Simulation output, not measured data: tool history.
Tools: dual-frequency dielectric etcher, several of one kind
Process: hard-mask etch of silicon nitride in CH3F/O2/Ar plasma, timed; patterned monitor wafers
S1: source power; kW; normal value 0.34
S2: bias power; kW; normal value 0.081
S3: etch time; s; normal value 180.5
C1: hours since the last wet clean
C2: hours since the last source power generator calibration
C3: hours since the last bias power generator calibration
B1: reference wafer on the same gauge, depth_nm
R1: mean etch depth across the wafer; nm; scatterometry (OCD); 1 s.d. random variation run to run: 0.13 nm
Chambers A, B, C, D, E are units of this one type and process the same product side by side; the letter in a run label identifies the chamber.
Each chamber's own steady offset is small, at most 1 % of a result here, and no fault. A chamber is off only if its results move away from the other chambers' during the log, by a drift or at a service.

run 1D hour=3.4 | S1=0.34 S2=0.081 S3=180.5 | C1=247 C2=1842.6 C3=421.2 | B1=138.01 | R1=123.53
run 2A hour=7.5 | S1=0.34 S2=0.081 S3=180.5 | C1=411.5 C2=2516.1 C3=286.3 | B1=138.06 | R1=124.13
run 3E hour=13 | S1=0.34 S2=0.081 S3=180.5 | C1=428.7 C2=3453.3 C3=4113.5 | B1=138.05 | R1=124.38
run 4B hour=17.1 | S1=0.34 S2=0.081 S3=180.5 | C1=335.6 C2=738.8 C3=937.4 | B1=138.06 | R1=124.72
run 5C hour=22.7 | S1=0.34 S2=0.081 S3=180.5 | C1=247.1 C2=4097.4 C3=1176 | B1=138.13 | R1=124.35
-- hour=28.4 chamber C: source power generator calibrated
run 6E hour=28.4 | S1=0.34 S2=0.081 S3=180.5 | C1=444.1 C2=3468.7 C3=4128.9 | B1=138.06 | R1=124.36
run 7A hour=33.4 | S1=0.34 S2=0.081 S3=180.5 | C1=437.4 C2=2542 C3=312.2 | B1=138.11 | R1=124.28
run 8D hour=39.7 | S1=0.34 S2=0.081 S3=180.5 | C1=283.3 C2=1878.9 C3=457.5 | B1=138.16 | R1=123.88
run 9B hour=45.3 | S1=0.34 S2=0.081 S3=180.5 | C1=363.8 C2=767 C3=965.6 | B1=138.19 | R1=124.66
run 10C hour=51.8 | S1=0.34 S2=0.081 S3=180.5 | C1=276.2 C2=23.5 C3=1205.1 | B1=138.2 | R1=124.37
run 11C hour=55.6 | S1=0.34 S2=0.081 S3=180.5 | C1=280 C2=27.3 C3=1208.9 | B1=138.22 | R1=124.59
run 12E hour=59.3 | S1=0.34 S2=0.081 S3=180.5 | C1=475 C2=3499.6 C3=4159.8 | B1=138.24 | R1=124.16
run 13D hour=62.9 | S1=0.34 S2=0.081 S3=180.5 | C1=306.5 C2=1902.1 C3=480.7 | B1=138.23 | R1=123.99
run 14A hour=66.9 | S1=0.29 S2=0.07 S3=180.5 | C1=470.9 C2=2575.5 C3=345.7 | B1=138.26 | R1=110.96
-- hour=69.8 chamber B: wet clean of the chamber
run 15B hour=72.5 | S1=0.29 S2=0.07 S3=180.5 | C1=2.8 C2=794.2 C3=992.8 | B1=138.27 | R1=111.91
run 16C hour=78.1 | S1=0.29 S2=0.07 S3=180.5 | C1=302.5 C2=49.8 C3=1231.4 | B1=138.29 | R1=111.53
run 17D hour=82.6 | S1=0.29 S2=0.07 S3=180.5 | C1=326.2 C2=1921.8 C3=500.4 | B1=138.31 | R1=110.6
run 18B hour=85.6 | S1=0.29 S2=0.07 S3=180.5 | C1=15.9 C2=807.3 C3=1005.9 | B1=138.32 | R1=111.99
run 19A hour=90 | S1=0.34 S2=0.081 S3=180.5 | C1=494 C2=2598.6 C3=368.8 | B1=138.37 | R1=124.49
run 20E hour=95.5 | S1=0.3 S2=0.064 S3=180.5 | C1=511.2 C2=3535.8 C3=4196 | B1=138.42 | R1=109.34
run 21E hour=100 | S1=0.3 S2=0.064 S3=180.5 | C1=515.7 C2=3540.3 C3=4200.5 | B1=138.38 | R1=109.18
run 22A hour=103 | S1=0.3 S2=0.064 S3=180.5 | C1=507 C2=2611.6 C3=381.8 | B1=138.4 | R1=109.27
-- hour=106.2 chamber E: wet clean of the chamber
run 23D hour=108.9 | S1=0.3 S2=0.064 S3=180.5 | C1=352.5 C2=1948.1 C3=526.7 | B1=138.43 | R1=108.67
run 24B hour=113.9 | S1=0.3 S2=0.064 S3=180.5 | C1=44.2 C2=835.6 C3=1034.2 | B1=138.44 | R1=109.93
run 25C hour=119.8 | S1=0.34 S2=0.081 S3=180.5 | C1=344.2 C2=91.5 C3=1273.1 | B1=138.47 | R1=124.7
run 26B hour=124.7 | S1=0.34 S2=0.081 S3=180.5 | C1=55 C2=846.4 C3=1045 | B1=138.49 | R1=125.3
run 27A hour=130.9 | S1=0.34 S2=0.081 S3=180.5 | C1=534.9 C2=2639.5 C3=409.7 | B1=138.5 | R1=124.47
run 28C hour=136.7 | S1=0.34 S2=0.081 S3=180.5 | C1=361.1 C2=108.4 C3=1290 | B1=138.53 | R1=125.05
run 29D hour=139.9 | S1=0.31 S2=0.098 S3=180.5 | C1=383.5 C2=1979.1 C3=557.7 | B1=138.53 | R1=128.54
run 30E hour=143.1 | S1=0.31 S2=0.098 S3=180.5 | C1=37 C2=3583.4 C3=4243.6 | B1=138.56 | R1=129.2
run 31C hour=146.9 | S1=0.31 S2=0.098 S3=180.5 | C1=371.3 C2=118.6 C3=1300.2 | B1=138.56 | R1=129.2
run 32B hour=152.4 | S1=0.31 S2=0.098 S3=180.5 | C1=82.7 C2=874.1 C3=1072.7 | B1=138.59 | R1=129.82

Each of the 5 chambers runs these same settings next. Fill in every chamber's results:
run 33A hour=157.1 | S1=0.34 S2=0.081 S3=158 | R1=?
run 33B hour=157.1 | S1=0.34 S2=0.081 S3=158 | R1=?
run 33C hour=157.1 | S1=0.34 S2=0.081 S3=158 | R1=?
run 33D hour=157.1 | S1=0.34 S2=0.081 S3=158 | R1=?
run 33E hour=157.1 | S1=0.34 S2=0.081 S3=158 | R1=?

run=33A R1=108.92
run=33B R1=109.68
run=33C R1=109.18
run=33D R1=108.7
run=33E R1=109.16
